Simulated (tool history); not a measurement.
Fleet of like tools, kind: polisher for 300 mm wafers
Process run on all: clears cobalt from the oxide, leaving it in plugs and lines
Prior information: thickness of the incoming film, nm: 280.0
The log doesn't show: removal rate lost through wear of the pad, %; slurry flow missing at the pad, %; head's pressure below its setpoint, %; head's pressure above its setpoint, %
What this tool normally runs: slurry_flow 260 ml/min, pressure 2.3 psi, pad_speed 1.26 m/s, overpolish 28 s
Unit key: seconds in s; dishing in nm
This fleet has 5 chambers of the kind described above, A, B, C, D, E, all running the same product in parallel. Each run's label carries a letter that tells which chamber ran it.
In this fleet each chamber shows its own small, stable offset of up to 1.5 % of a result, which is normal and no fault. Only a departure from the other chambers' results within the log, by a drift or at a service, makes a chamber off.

run   hour  slurry_flow  pressure  pad_speed  overpolish  wafers polished on this pad  hours since the slurry nozzle was cleaned  hours since the head pressure was calibrated  seconds  dishing
 1A    9.0          260       2.3       1.26          28                          983                                      427.9                                        1581.1   33.977   63.328
      11.8  -- chamber A: head pressure recalibrated
      18.4  -- chamber A: worn pad replaced by a new one
 2B   19.0          260       2.3       1.26          28                          764                                      127.5                                         235.1   33.146   63.426
 3E   27.0          260       2.3       1.26          28                          731                                      575.9                                         275.9   33.657   61.762
 4C   32.1          260       2.3       1.26          28                         1157                                      443.3                                         186.5   33.798   62.061
      34.2  -- chamber E: slurry nozzle cleaned
 5D   37.3          260       2.3       1.26          28                         1083                                      594.8                                         192.8   33.549   62.818
 6D   46.6          260       2.3       1.26          28                         1153                                      604.1                                         202.1   33.943   62.001
 7A   55.4          260       2.3       1.26          28                          278                                      474.3                                          43.7   33.600   62.325
      58.0  -- chamber B: worn pad replaced by a new one
 8B   63.2          210       2.3       1.26          28                           39                                      171.7                                         279.3   34.038   62.364
      68.8  -- chamber C: worn pad replaced by a new one
      70.0  -- chamber D: worn pad replaced by a new one
 9C   74.8          210       2.3       1.26          28                           45                                      486.0                                         229.2   34.073   62.871
      80.9  -- chamber A: slurry nozzle cleaned
10E   81.2          210       2.3       1.26          28                         1138                                       47.1                                         330.1   34.370   61.615
11E   89.8          210       2.3       1.26          28                         1203                                       55.7                                         338.7   34.210   62.835
12B   99.7          210       2.3       1.26          28                          313                                      208.2                                         315.8   34.708   61.839
13D  107.4          260       2.3       1.26          28                          281                                      664.9                                         262.9   33.321   62.363
14C  116.7          260       2.3       1.26          40                          360                                      527.9                                         271.1   33.434   62.577
     120.2  -- chamber E: head pressure recalibrated
     121.5  -- chamber E: worn pad replaced by a new one
15A  123.1          260       2.3       1.26          40                          787                                       42.2                                         111.4   33.489   64.153
16D  134.2          260       2.3       1.26          40                          483                                      691.7                                         289.7   33.331   63.862
17B  143.3          260       2.3       1.26          40                          641                                      251.8                                         359.4   33.681   64.483
     146.5  -- chamber B: head pressure recalibrated
     153.5  -- chamber A: worn pad replaced by a new one
18A  154.5          260       2.3       1.26          40                            7                                       73.6                                         142.8   32.886   64.587
19E  165.0          320       2.3       1.42          28                          327                                      130.9                                          44.9   28.307   63.683
20C  173.5          320       2.3       1.42          28                          787                                      584.7                                         327.9   29.208   62.097
21A  179.3          320       2.3       1.42          28                          194                                       98.4                                         167.6   29.366   62.032
22C  189.0          320       2.3       1.42          28                          904                                      600.2                                         343.4   28.605   64.614
23B  195.6          320       2.3       1.42          28                         1035                                      304.1                                          49.2   29.365   62.918
     203.1  -- chamber D: worn pad replaced by a new one
24E  204.0          260       2.3       1.26          28                          620                                      169.9                                          83.9   32.505   62.918
25D  209.7          260       2.3       1.26          28                           50                                      767.2                                         365.2   32.567   62.976
26D  220.5          200       2.3       1.26          28                          131                                      778.0                                         376.0   33.182   62.780
     224.1  -- chamber B: worn pad replaced by a new one
27B  228.4          200       2.3       1.26          28                           32                                      336.9                                          82.0   34.473   63.344
     230.2  -- chamber D: slurry nozzle cleaned
28E  236.4          200       2.3       1.26          28                          864                                      202.3                                         116.3   34.587   61.423
29C  246.3          200       2.3       1.26          28                         1335                                      657.5                                         400.7   35.475   62.930
30A  252.6          200       2.3       1.26          28                          745                                      171.7                                         240.9   34.004   61.698
     260.7  -- chamber C: worn pad replaced by a new one
31C  263.8          260       2.3       1.26          28                           23                                      675.0                                         418.2   33.394   62.745
32A  269.8          260       2.3       1.26          28                          874                                      188.9                                         258.1   33.441   62.278
     272.0  -- chamber A: worn pad replaced by a new one
33D  280.6          260       2.3       1.26          28                          583                                       50.5                                         436.1   30.966   63.176
34E  290.0          260       2.3       1.26          28                         1267                                      255.9                                         169.9   32.820   61.997
35B  298.1          260       2.3       1.26          28                          556                                      406.6                                         151.7   33.512   62.126
     302.1  -- chamber E: worn pad replaced by a new one
36D  309.1          260       2.3       1.26          28                          797                                       79.0                                         464.6   30.889   61.682
37A  319.7          260       2.3       1.26          28                          359                                      238.8                                         308.0   33.437   62.175
38C  330.8          260       2.3       1.26          28                          527                                      742.0                                         485.2   33.227   63.495
39B  341.6          260       2.3       1.26          28                          883                                      450.1                                         195.2   33.632   61.524
40E  350.6          260       2.3       1.26          16                          365                                      316.5                                         230.5   33.301   55.757
     357.2  -- chamber D: worn pad replaced by a new one
41E  362.1          260       2.3       1.26          16                          451                                      328.0                                         242.0   33.147   55.425
42A  369.6          260       2.3       1.26          16                          734                                      288.7                                         357.9   32.933   56.315
43D  375.4          260       2.3       1.26          16                          137                                      145.3                                         530.9   29.861   57.932
44C  385.4          260       2.3       1.26          16                          937                                      796.6                                         539.8   32.928   56.831

All 5 chambers run these settings next. Forecast each chamber's results:
45A  393.8          260       2.3       1.26          28                                                                                                                              ?        ?
45B  393.8          260       2.3       1.26          28                                                                                                                              ?        ?
45C  393.8          260       2.3       1.26          28                                                                                                                              ?        ?
45D  393.8          260       2.3       1.26          28                                                                                                                              ?        ?
45E  393.8          260       2.3       1.26          28                                                                                                                              ?        ?

run  seconds  dishing
45A   32.958   61.962
45B   33.931   61.901
45C   33.982   62.964
45D   29.884   63.610
45E   32.754   63.182
